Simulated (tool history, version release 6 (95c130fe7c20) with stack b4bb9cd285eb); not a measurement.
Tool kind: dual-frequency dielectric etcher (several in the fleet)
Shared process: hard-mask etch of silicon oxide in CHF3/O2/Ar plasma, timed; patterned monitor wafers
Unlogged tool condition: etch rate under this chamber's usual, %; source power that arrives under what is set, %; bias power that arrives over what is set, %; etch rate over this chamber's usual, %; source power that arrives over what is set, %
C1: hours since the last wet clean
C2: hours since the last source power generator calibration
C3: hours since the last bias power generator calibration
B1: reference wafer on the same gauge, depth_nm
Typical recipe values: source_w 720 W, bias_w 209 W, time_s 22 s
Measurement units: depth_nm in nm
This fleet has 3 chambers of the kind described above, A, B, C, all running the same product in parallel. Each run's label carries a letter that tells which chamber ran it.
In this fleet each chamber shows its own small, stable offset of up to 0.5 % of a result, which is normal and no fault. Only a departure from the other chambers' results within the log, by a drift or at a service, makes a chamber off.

Run 1B, hour 10.7: usual settings; C1 204.1; C2 1354.9; C3 734; B1 43.713. Result: depth_nm 49.225 nm.
Run 2C, hour 22.2: usual settings; C1 312.5; C2 2488.4; C3 394.4; B1 43.674. Result: depth_nm 49.206 nm.
Run 3A, hour 29.5: usual settings; C1 274.3; C2 753.9; C3 1621.4; B1 43.688. Result: depth_nm 49.095 nm.
At hour 33: chamber C: wet clean of the chamber.
Run 4C, hour 36.6: usual settings; C1 3.7; C2 2502.8; C3 408.8; B1 43.703. Result: depth_nm 49.142 nm.
Run 5A, hour 44.8: usual settings; C1 289.6; C2 769.2; C3 1636.7; B1 43.678. Result: depth_nm 49.077 nm.
Run 6B, hour 52.2: usual settings but time_s 26.5 s; C1 245.6; C2 1396.4; C3 775.5; B1 43.73. Result: depth_nm 59.32 nm.
Run 7A, hour 64.6: usual settings but time_s 26.5 s; C1 309.4; C2 789; C3 1656.5; B1 43.656. Result: depth_nm 59.247 nm.
Run 8B, hour 77.9: usual settings but time_s 26.5 s; C1 271.3; C2 1422.1; C3 801.2; B1 43.693. Result: depth_nm 58.952 nm.
Run 9C, hour 88.4: usual settings; C1 55.5; C2 2554.6; C3 460.6; B1 43.692. Result: depth_nm 49.343 nm.
Run 10C, hour 96.8: usual settings but bias_w 174 W; C1 63.9; C2 2563; C3 469; B1 43.689. Result: depth_nm 46.483 nm.
Run 11A, hour 108.2: usual settings but bias_w 174 W; C1 353; C2 832.6; C3 1700.1; B1 43.683. Result: depth_nm 46.156 nm.
At hour 109.5: chamber A: wet clean of the chamber.
Run 12B, hour 116.1: usual settings but bias_w 174 W; C1 309.5; C2 1460.3; C3 839.4; B1 43.735. Result: depth_nm 46.081 nm.
Run 13B, hour 128.3: usual settings but bias_w 172 W, time_s 19.5 s; C1 321.7; C2 1472.5; C3 851.6; B1 43.691. Result: depth_nm 40.783 nm.
Run 14C, hour 136.3: usual settings but bias_w 172 W, time_s 19.5 s; C1 103.4; C2 2602.5; C3 508.5; B1 43.697. Result: depth_nm 40.724 nm.
Run 15A, hour 145.6: usual settings but bias_w 172 W, time_s 19.5 s; C1 36.2; C2 870; C3 1737.5; B1 43.703. Result: depth_nm 39.505 nm.
Run 16A, hour 152.9: usual settings; C1 43.5; C2 877.3; C3 1744.8; B1 43.699. Result: depth_nm 47.634 nm.
Run 17C, hour 159.7: usual settings; C1 126.8; C2 2625.9; C3 531.9; B1 43.694. Result: depth_nm 49.352 nm.
Run 18B, hour 168: usual settings; C1 361.4; C2 1512.2; C3 891.3; B1 43.682. Result: depth_nm 49.067 nm.
Run 19B, hour 179.2: usual settings; C1 372.6; C2 1523.4; C3 902.5; B1 43.687. Result: depth_nm 49.189 nm.
Run 20A, hour 187.9: usual settings; C1 78.5; C2 912.3; C3 1779.8; B1 43.701. Result: depth_nm 47.426 nm.
Run 21C, hour 196.8: usual settings; C1 163.9; C2 2663; C3 569; B1 43.713. Result: depth_nm 49.198 nm.
Run 22C, hour 203.4: usual settings; C1 170.5; C2 2669.6; C3 575.6; B1 43.718. Result: depth_nm 49.281 nm.

Next, every chamber runs the same settings. What will each give?
Run 23A, hour 213.9: usual settings. Result: depth_nm ?.
Run 23B, hour 213.9: usual settings. Result: depth_nm ?.
Run 23C, hour 213.9: usual settings. Result: depth_nm ?.

run  depth_nm
23A    47.507
23B    49.355
23C    49.212

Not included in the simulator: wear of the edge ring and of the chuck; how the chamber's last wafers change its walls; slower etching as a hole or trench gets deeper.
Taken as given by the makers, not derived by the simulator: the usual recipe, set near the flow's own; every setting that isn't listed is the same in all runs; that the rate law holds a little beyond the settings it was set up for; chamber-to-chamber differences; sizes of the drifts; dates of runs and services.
